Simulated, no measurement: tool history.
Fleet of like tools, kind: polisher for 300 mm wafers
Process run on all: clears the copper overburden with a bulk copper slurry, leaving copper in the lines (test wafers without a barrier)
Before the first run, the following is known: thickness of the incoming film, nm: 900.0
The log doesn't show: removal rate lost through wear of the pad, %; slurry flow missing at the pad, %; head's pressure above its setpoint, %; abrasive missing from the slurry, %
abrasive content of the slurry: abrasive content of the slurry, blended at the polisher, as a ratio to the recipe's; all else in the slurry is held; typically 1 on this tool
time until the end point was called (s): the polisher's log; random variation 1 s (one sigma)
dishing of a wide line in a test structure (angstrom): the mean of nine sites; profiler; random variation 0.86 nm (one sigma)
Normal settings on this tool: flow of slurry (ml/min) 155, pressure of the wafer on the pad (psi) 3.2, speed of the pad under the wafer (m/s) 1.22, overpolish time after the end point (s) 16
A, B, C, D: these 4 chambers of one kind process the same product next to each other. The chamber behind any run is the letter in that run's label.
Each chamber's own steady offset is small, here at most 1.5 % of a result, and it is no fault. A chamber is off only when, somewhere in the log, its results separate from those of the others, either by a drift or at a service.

run   hour  flow of slurry (ml/min)  pressure of the wafer on the pad (psi)  speed of the pad under the wafer (m/s)  abrasive content of the slurry  overpolish time after the end point (s)  wafers polished on this pad  hours since the slurry nozzle was cleaned  hours since the head pressure was calibrated  hours since the slurry blender was calibrated  time until the end point was called (s)  dishing of a wide line in a test structure (angstrom)
       9.6  -- chamber D: worn pad replaced by a new one
 1B   11.6                      155                                     3.2                                    1.22                               1                                       16                          310                                        111                                         336.7                                            136                                    66.81                                                 585.54
 2C     21                      155                                     3.2                                    1.22                               1                                       16                          931                                      653.2                                         477.2                                             94                                   66.809                                                 591.92
 3D   32.1                      155                                     3.2                                    1.22                               1                                       16                          216                                      249.3                                         872.1                                           37.6                                   69.733                                                 598.95
        38  -- chamber C: worn pad replaced by a new one
 4A   42.5                      155                                     3.2                                    1.22                               1                                       16                          869                                      350.8                                         623.4                                          231.5                                   68.753                                                 607.95
 5C   51.3                      155                                     3.2                                    1.22                               1                                       16                          127                                      683.5                                         507.5                                          124.3                                   68.944                                                 607.15
 6A   58.5                      155                                     3.2                                    1.22                               1                                       16                         1022                                      366.8                                         639.4                                          247.5                                   68.145                                                 607.28
      67.6  -- chamber A: worn pad replaced by a new one
 7D   69.8                      155                                     3.2                                    1.22                               1                                       16                          577                                        287                                         909.8                                           75.3                                    68.84                                                 606.53
      79.3  -- chamber B: slurry blender recalibrated
 8B   81.4                      155                                     3.2                                    1.22                               1                                       16                          980                                      180.8                                         406.5                                            2.1                                   66.547                                                 605.25
      92.3  -- chamber B: worn pad replaced by a new one
 9A   94.5                      155                                     3.2                                    1.22                               1                                       16                          258                                      402.8                                         675.4                                          283.5                                   67.558                                                 600.06
        97  -- chamber D: worn pad replaced by a new one
10B  102.5                      125                                     3.2                                    1.22                             0.9                                       16                           98                                      201.9                                         427.6                                           23.2                                   72.636                                                 586.93
11D  109.7                      125                                     3.2                                    1.22                             0.9                                       16                          122                                      326.9                                         949.7                                          115.2                                   72.108                                                 592.88
     110.4  -- chamber C: head pressure recalibrated
12C  121.8                      125                                     3.2                                    1.22                             0.9                                       16                          803                                        754                                          11.5                                          194.8                                   71.085                                                 591.76
13C  129.3                      125                                     3.2                                    1.22                             0.9                                       16                          875                                      761.5                                            19                                          202.3                                   72.157                                                 588.44
14D  135.5                      155                                     3.2                                    1.22                               1                                       16                          369                                      352.7                                         975.5                                            141                                   67.031                                                 589.85
     139.8  -- chamber C: worn pad replaced by a new one
15A  141.3                      155                                     3.2                                    1.22                               1                                       16                          707                                      449.6                                         722.2                                          330.3                                   66.762                                                 598.98
     142.9  -- chamber C: slurry nozzle cleaned
     145.1  -- chamber A: slurry blender recalibrated
16B  154.7                      155                                     3.2                                    1.22                               1                                       16                          599                                      254.1                                         479.8                                           75.4                                   66.576                                                 604.84
17A  167.7                      155                                     3.2                                    1.22                               1                                       16                          960                                        476                                         748.6                                           22.7                                   68.811                                                 621.95
     168.2  -- chamber D: worn pad replaced by a new one
     173.1  -- chamber D: slurry nozzle cleaned
18B  179.3                      155                                     3.2                                    1.22                               1                                       16                          834                                      278.7                                         504.4                                            100                                    67.31                                                 605.21
     185.4  -- chamber B: worn pad replaced by a new one
     188.3  -- chamber A: worn pad replaced by a new one
19D  188.3                      155                                     3.2                                    1.22                               1                                       16                          193                                       15.2                                        1028.3                                          193.8                                   67.468                                                  593.4
20C  198.4                      155                                     3.2                                    1.22                               1                                       16                          562                                       55.6                                          88.1                                          271.4                                   68.778                                                  604.6
21A  208.2                      155                                     3.2                                    1.22                               1                                       16                          191                                      516.5                                         789.1                                           63.2                                   67.301                                                 612.63
22D    219                      155                                     3.2                                    1.22                               1                                       16                          487                                       45.9                                          1059                                          224.5                                   67.543                                                 573.82
23C  226.5                      155                                     3.2                                    0.92                               1                                       16                          831                                       83.7                                         116.2                                          299.5                                   88.879                                                 551.95
24B    235                      155                                     3.2                                    0.92                               1                                       16                          475                                      334.4                                         560.1                                          155.7                                   91.485                                                 567.06
25C  243.9                      155                                     3.2                                    0.92                               1                                       16                          998                                      101.1                                         133.6                                          316.9                                   91.551                                                 561.49
26B    254                      155                                     3.2                                    0.92                               1                                       16                          658                                      353.4                                         579.1                                          174.7                                   88.375                                                 559.71

What goes on in this fleet: one chamber off, a drifting gauge, or nothing beyond the chambers' own small offsets? Name the chamber and the cause, if any.

All chambers stay in line apart from their small fixed offsets, and the gauge does not drift.
